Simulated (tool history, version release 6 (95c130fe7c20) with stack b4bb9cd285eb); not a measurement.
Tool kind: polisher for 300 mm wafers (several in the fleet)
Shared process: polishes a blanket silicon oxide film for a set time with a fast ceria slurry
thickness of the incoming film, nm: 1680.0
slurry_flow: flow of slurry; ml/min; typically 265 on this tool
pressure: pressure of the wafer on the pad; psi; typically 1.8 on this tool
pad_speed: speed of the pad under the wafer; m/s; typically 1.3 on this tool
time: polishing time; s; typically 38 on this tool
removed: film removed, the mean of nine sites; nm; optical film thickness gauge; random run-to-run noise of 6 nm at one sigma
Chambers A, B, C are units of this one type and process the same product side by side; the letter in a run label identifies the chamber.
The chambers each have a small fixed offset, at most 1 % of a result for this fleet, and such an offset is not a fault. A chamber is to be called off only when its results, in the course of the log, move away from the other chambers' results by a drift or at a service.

run 1A hour=6.5 | slurry_flow=265 pressure=1.8 pad_speed=1.3 time=38 | removed=412.72
run 2B hour=12.7 | slurry_flow=265 pressure=1.8 pad_speed=1.3 time=38 | removed=409.63
run 3C hour=23.9 | slurry_flow=265 pressure=1.8 pad_speed=1.3 time=38 | removed=421.49
run 4B hour=30.1 | slurry_flow=265 pressure=1.8 pad_speed=1.3 time=38 | removed=421.40
-- hour=31.0 chamber A: worn pad replaced by a new one
-- hour=35.9 chamber C: slurry nozzle cleaned
run 5A hour=37.2 | slurry_flow=265 pressure=1.8 pad_speed=1.3 time=38 | removed=417.85
-- hour=38.9 chamber B: worn pad replaced by a new one
run 6C hour=47.8 | slurry_flow=265 pressure=1.8 pad_speed=1.3 time=38 | removed=421.81
run 7C hour=59.1 | slurry_flow=265 pressure=1.8 pad_speed=1.3 time=38 | removed=410.89
-- hour=62.7 chamber B: head pressure recalibrated
run 8A hour=64.3 | slurry_flow=265 pressure=1.8 pad_speed=1.3 time=38 | removed=422.80
-- hour=67.4 chamber C: worn pad replaced by a new one
run 9B hour=74.6 | slurry_flow=265 pressure=1.8 pad_speed=1.3 time=38 | removed=413.53
run 10B hour=83.9 | slurry_flow=265 pressure=1.8 pad_speed=1.3 time=38 | removed=407.01
-- hour=87.7 chamber B: worn pad replaced by a new one
run 11C hour=90.9 | slurry_flow=265 pressure=1.8 pad_speed=1.3 time=38 | removed=426.02
run 12A hour=102.8 | slurry_flow=265 pressure=1.8 pad_speed=1.3 time=38 | removed=405.29
-- hour=108.0 chamber A: worn pad replaced by a new one
-- hour=110.0 chamber A: slurry nozzle cleaned
run 13A hour=110.1 | slurry_flow=265 pressure=1.8 pad_speed=1.3 time=38 | removed=421.14
run 14C hour=119.3 | slurry_flow=265 pressure=1.8 pad_speed=1.3 time=38 | removed=415.26
run 15B hour=127.8 | slurry_flow=265 pressure=1.8 pad_speed=1.3 time=38 | removed=413.75
-- hour=131.2 chamber B: worn pad replaced by a new one
run 16C hour=136.7 | slurry_flow=265 pressure=1.8 pad_speed=1.3 time=38 | removed=432.16
run 17B hour=147.4 | slurry_flow=265 pressure=1.3 pad_speed=1.3 time=27 | removed=212.09
-- hour=154.0 chamber C: worn pad replaced by a new one
run 18A hour=157.6 | slurry_flow=265 pressure=1.3 pad_speed=1.3 time=27 | removed=221.49
run 19A hour=164.7 | slurry_flow=265 pressure=1.3 pad_speed=1.3 time=27 | removed=220.48
run 20C hour=175.5 | slurry_flow=265 pressure=1.8 pad_speed=1.3 time=38 | removed=423.11
-- hour=179.2 chamber B: worn pad replaced by a new one
-- hour=179.6 chamber A: worn pad replaced by a new one
run 21B hour=187.1 | slurry_flow=265 pressure=1.8 pad_speed=1.3 time=38 | removed=411.90
run 22C hour=194.4 | slurry_flow=265 pressure=1.8 pad_speed=1.7 time=32 | removed=454.57
run 23B hour=204.1 | slurry_flow=265 pressure=1.8 pad_speed=1.7 time=32 | removed=461.99
run 24A hour=215.7 | slurry_flow=265 pressure=1.8 pad_speed=1.7 time=32 | removed=471.44
run 25C hour=221.0 | slurry_flow=265 pressure=1.8 pad_speed=1.3 time=38 | removed=420.20

Each of the 3 chambers runs these same settings next. Fill in every chamber's results:
run 26A hour=229.5 | slurry_flow=265 pressure=1.8 pad_speed=1.3 time=38 | removed=?
run 26B hour=229.5 | slurry_flow=265 pressure=1.8 pad_speed=1.3 time=38 | removed=?
run 26C hour=229.5 | slurry_flow=265 pressure=1.8 pad_speed=1.3 time=38 | removed=?

run=26A removed=427.65
run=26B removed=405.69
run=26C removed=419.67

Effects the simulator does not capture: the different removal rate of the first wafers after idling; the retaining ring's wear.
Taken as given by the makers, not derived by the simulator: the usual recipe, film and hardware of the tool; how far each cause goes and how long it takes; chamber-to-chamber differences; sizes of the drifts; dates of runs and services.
